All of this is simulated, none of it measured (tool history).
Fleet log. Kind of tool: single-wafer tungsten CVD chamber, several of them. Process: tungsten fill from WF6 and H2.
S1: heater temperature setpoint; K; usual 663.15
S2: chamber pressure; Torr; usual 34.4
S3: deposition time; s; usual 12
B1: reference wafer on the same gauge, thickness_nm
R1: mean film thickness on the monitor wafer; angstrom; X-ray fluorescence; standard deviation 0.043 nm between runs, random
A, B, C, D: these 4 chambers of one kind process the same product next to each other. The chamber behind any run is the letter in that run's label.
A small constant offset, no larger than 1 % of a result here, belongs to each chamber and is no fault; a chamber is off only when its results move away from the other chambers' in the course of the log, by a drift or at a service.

run	hour	S1	S2	S3	B1	R1
1A	9.7	663.15	34.4	12	31.591	307.68
2D	22.6	663.15	34.4	12	31.583	306.87
3C	29.9	663.15	34.4	12	31.584	306.7
4B	37.7	663.15	34.4	12	31.583	309.79
5B	44	663.15	34.4	12	31.579	310.52
6C	57.4	663.15	34.4	12	31.562	306.88
7D	71.4	663.15	34.4	12	31.554	306.7
8A	83.3	663.15	34.4	12	31.537	306.81
# hour 90.4: chamber D: thermocouple changed; heater temperature recalibrated
9A	97.1	663.15	34.4	12	31.52	306.15
10D	104.3	663.15	34.4	12	31.525	307.22
11C	113	663.15	34.4	12	31.524	305.32
12B	120.1	663.15	34.4	12	31.521	309.93
13B	134.3	663.15	34.4	12	31.496	309.45
14A	145.2	663.15	34.4	12	31.505	306.33
15D	159.8	653.15	34.4	12	31.486	251.58
16C	168.5	653.15	34.4	12	31.498	250.03
17C	180.5	653.15	34.4	12	31.487	249.98
18B	192.3	653.15	34.4	12	31.467	252.83
19D	205.4	663.15	34.4	12	31.461	307.28
20A	219	663.15	42.6	11.2	31.446	315.96
21B	227.5	663.15	42.6	11.2	31.455	317.87
22A	237.2	663.15	42.6	11.2	31.434	316.63
23C	248.4	663.15	42.6	11.2	31.438	313.6
24D	254.7	663.15	34.4	12	31.432	306.17
25B	261.9	663.15	34.4	12	31.423	308.19

Decide between three cases: one chamber stands off from its peers, the gauge reading all wafers drifts, or nothing is wrong past each chamber's small offset. Where a chamber is off, say which and what most likely put it there.

No chamber is off; the gauge reading every chamber's wafers drifts, which makes the whole fleet appear to move together.
What lies behind it: gauge reads low (%) = 0.588.
